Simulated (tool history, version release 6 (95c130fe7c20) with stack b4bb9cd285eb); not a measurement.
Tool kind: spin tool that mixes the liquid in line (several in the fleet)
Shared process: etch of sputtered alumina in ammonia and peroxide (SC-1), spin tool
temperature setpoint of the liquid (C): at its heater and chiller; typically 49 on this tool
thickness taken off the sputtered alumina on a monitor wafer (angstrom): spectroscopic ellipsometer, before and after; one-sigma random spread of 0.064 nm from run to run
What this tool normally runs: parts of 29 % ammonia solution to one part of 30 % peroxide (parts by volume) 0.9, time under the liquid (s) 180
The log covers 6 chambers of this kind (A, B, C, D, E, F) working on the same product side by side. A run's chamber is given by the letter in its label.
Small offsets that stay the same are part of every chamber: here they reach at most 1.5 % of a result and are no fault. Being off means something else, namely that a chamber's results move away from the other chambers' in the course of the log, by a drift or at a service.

run   hour  temperature setpoint of the liquid (C)  parts of 29 % ammonia solution to one part of 30 % peroxide (parts by volume)  time under the liquid (s)  hours since the thermometer was replaced  hours since the ammonia flow meter was replaced  hours since the heated supply line was repaired  hours since the drum of ammonia solution was connected  read-back film thickness of the sputtered alumina reference wafer, read on the same gauge (nm)  thickness taken off the sputtered alumina on a monitor wafer (angstrom)
       2.4  -- chamber D: thermometer replaced
 1A   13.5                                      49                                                                            0.9                        180                                     871.4                                           1135.7                                            384.6                                                   136.7                                                                                          99.978                                                                    117.7
 2C   24.5                                      49                                                                            0.9                        180                                    1022.6                                           1452.2                                            647.3                                                   511.8                                                                                          100.04                                                                   117.11
 3F   30.9                                      49                                                                            0.9                        180                                    1080.2                                            389.7                                            188.1                                                   514.6                                                                                          99.984                                                                   117.84
 4B   44.7                                      49                                                                            0.9                        180                                     509.6                                            389.9                                             1006                                                   192.8                                                                                          99.996                                                                   117.15
 5D   58.1                                      49                                                                            0.9                        180                                      55.7                                             1603                                            779.9                                                     282                                                                                          99.979                                                                   117.03
 6E   70.7                                      49                                                                            0.9                        285                                    1880.9                                            296.5                                           1534.7                                                   940.8                                                                                           99.94                                                                   182.69
 7D   78.4                                      49                                                                            0.9                        285                                        76                                           1623.3                                            800.2                                                   302.3                                                                                             100                                                                   183.39
 8B     90                                      49                                                                            0.9                        285                                     554.9                                            435.2                                           1051.3                                                   238.1                                                                                          100.04                                                                   185.14
 9A   98.8                                      49                                                                            0.9                        285                                     956.7                                             1221                                            469.9                                                     222                                                                                          99.975                                                                   187.11
10F  109.8                                      49                                                                            0.9                        285                                    1159.1                                            468.6                                              267                                                   593.5                                                                                          100.03                                                                   186.68
11E  117.8                                      49                                                                            0.9                        285                                      1928                                            343.6                                           1581.8                                                   987.9                                                                                          99.997                                                                    184.5
     121.4  -- chamber B: thermometer replaced
     129.5  -- chamber B: new drum of ammonia solution connected
12C  129.5                                      49                                                                            0.9                        180                                    1127.6                                           1557.2                                            752.3                                                   616.8                                                                                          100.02                                                                   118.36
13D  139.1                                      49                                                                            0.9                        180                                     136.7                                             1684                                            860.9                                                     363                                                                                             100                                                                   117.78
14A  148.4                                      49                                                                            0.9                        180                                    1006.3                                           1270.6                                            519.5                                                   271.6                                                                                          99.996                                                                   117.58
15F  159.6                                      49                                                                            0.9                        180                                    1208.9                                            518.4                                            316.8                                                   643.3                                                                                          100.05                                                                   117.75
     163.1  -- chamber E: new drum of ammonia solution connected
16B    167                                      49                                                                            0.9                        180                                      45.7                                            512.2                                           1128.3                                                    37.5                                                                                          100.01                                                                   116.88
     176.8  -- chamber E: thermometer replaced
17C  180.5                                      49                                                                            0.9                        180                                    1178.6                                           1608.2                                            803.3                                                   667.8                                                                                          99.992                                                                   120.28
18E  187.1                                      49                                                                            0.9                        180                                      10.3                                            412.9                                           1651.1                                                    24.1                                                                                          100.02                                                                    116.2
19A  196.3                                      49                                                                            0.9                        180                                    1054.2                                           1318.5                                            567.4                                                   319.5                                                                                          99.984                                                                   117.76
     204.3  -- chamber A: ammonia flow meter replaced
20B  210.1                                    44.5                                                                            1.1                        180                                      88.8                                            555.3                                           1171.4                                                    80.6                                                                                          100.03                                                                   93.336
     220.7  -- chamber A: new drum of ammonia solution connected
21E  223.6                                    44.5                                                                            1.1                        180                                      46.8                                            449.4                                           1687.6                                                    60.6                                                                                          100.04                                                                   92.372
     235.2  -- chamber F: ammonia flow meter replaced
22D  237.3                                    44.5                                                                            1.1                        180                                     234.9                                           1782.2                                            959.1                                                   461.2                                                                                          100.03                                                                   91.886
     239.5  -- chamber F: new drum of ammonia solution connected
23F  244.6                                    44.5                                                                            1.1                        180                                    1293.9                                              9.4                                            401.8                                                     5.1                                                                                          99.969                                                                   93.364
       250  -- chamber C: ammonia flow meter replaced
24C  256.4                                    44.5                                                                            1.1                        180                                    1254.5                                              6.5                                            879.2                                                   743.7                                                                                          99.971                                                                    95.71
25C  266.4                                    44.5                                                                            1.1                        180                                    1264.5                                             16.5                                            889.2                                                   753.7                                                                                          100.02                                                                   96.878
26A  277.8                                      49                                                                            0.9                        180                                    1135.7                                             73.6                                            648.9                                                    57.1                                                                                          100.02                                                                   116.32
27F  288.4                                      49                                                                            0.9                        180                                    1337.7                                             53.2                                            445.6                                                    48.9                                                                                          100.03                                                                   116.11
28D  298.9                                      49                                                                            0.9                        180                                     296.5                                           1843.8                                           1020.7                                                   522.8                                                                                          100.02                                                                   116.95
29B  306.2                                      44                                                                           0.75                        180                                     184.9                                            651.4                                           1267.5                                                   176.7                                                                                          99.984                                                                   87.721
30E  313.8                                      44                                                                           0.75                        180                                       137                                            539.6                                           1777.8                                                   150.8                                                                                             100                                                                   86.272
31E  322.8                                      44                                                                           0.75                        180                                       146                                            548.6                                           1786.8                                                   159.8                                                                                          99.965                                                                   85.297
     330.3  -- chamber E: ammonia flow meter replaced
32C  334.7                                      44                                                                           0.75                        180                                    1332.8                                             84.8                                            957.5                                                     822                                                                                          99.954                                                                   90.572
33D  343.5                                      44                                                                           0.75                        180                                     341.1                                           1888.4                                           1065.3                                                   567.4                                                                                          100.02                                                                   85.572
34A  357.7                                      44                                                                           0.75                        180                                    1215.6                                            153.5                                            728.8                                                     137                                                                                          99.991                                                                   86.527
35B  371.8                                      49                                                                            0.9                        180                                     250.5                                              717                                           1333.1                                                   242.3                                                                                          99.982                                                                   118.95
36F  380.8                                      49                                                                            0.9                        180                                    1430.1                                            145.6                                              538                                                   141.3                                                                                          100.01                                                                   117.93
37E  389.1                                      49                                                                            0.9                        180                                     212.3                                             58.8                                           1853.1                                                   226.1                                                                                             100                                                                   116.25
38B  400.3                                      49                                                                            0.9                        180                                       279                                            745.5                                           1361.6                                                   270.8                                                                                          100.04                                                                   119.27
39D  414.5                                      49                                                                            0.9                        180                                     412.1                                           1959.4                                           1136.3                                                   638.4                                                                                          100.05                                                                   115.41
40F  428.8                                      49                                                                            0.9                        270                                    1478.1                                            193.6                                              586                                                   189.3                                                                                          99.991                                                                   177.76
41C  437.7                                      49                                                                            0.9                        270                                    1435.8                                            187.8                                           1060.5                                                     925                                                                                          99.978                                                                   188.25

Each of the 6 chambers runs these same settings next. Fill in every chamber's results:
42A   448                                      49                                                                            0.9                        180                                                                                                                                                                                                                                                                                                                                                                            ?
42B   448                                      49                                                                            0.9                        180                                                                                                                                                                                                                                                                                                                                                                            ?
42C   448                                      49                                                                            0.9                        180                                                                                                                                                                                                                                                                                                                                                                            ?
42D   448                                      49                                                                            0.9                        180                                                                                                                                                                                                                                                                                                                                                                            ?
42E   448                                      49                                                                            0.9                        180                                                                                                                                                                                                                                                                                                                                                                            ?
42F   448                                      49                                                                            0.9                        180                                                                                                                                                                                                                                                                                                                                                                            ?

run  thickness taken off the sputtered alumina on a monitor wafer (angstrom)
42A                                                                   116.85
42B                                                                   117.63
42C                                                                   126.59
42D                                                                   116.82
42E                                                                   116.11
42F                                                                   117.55

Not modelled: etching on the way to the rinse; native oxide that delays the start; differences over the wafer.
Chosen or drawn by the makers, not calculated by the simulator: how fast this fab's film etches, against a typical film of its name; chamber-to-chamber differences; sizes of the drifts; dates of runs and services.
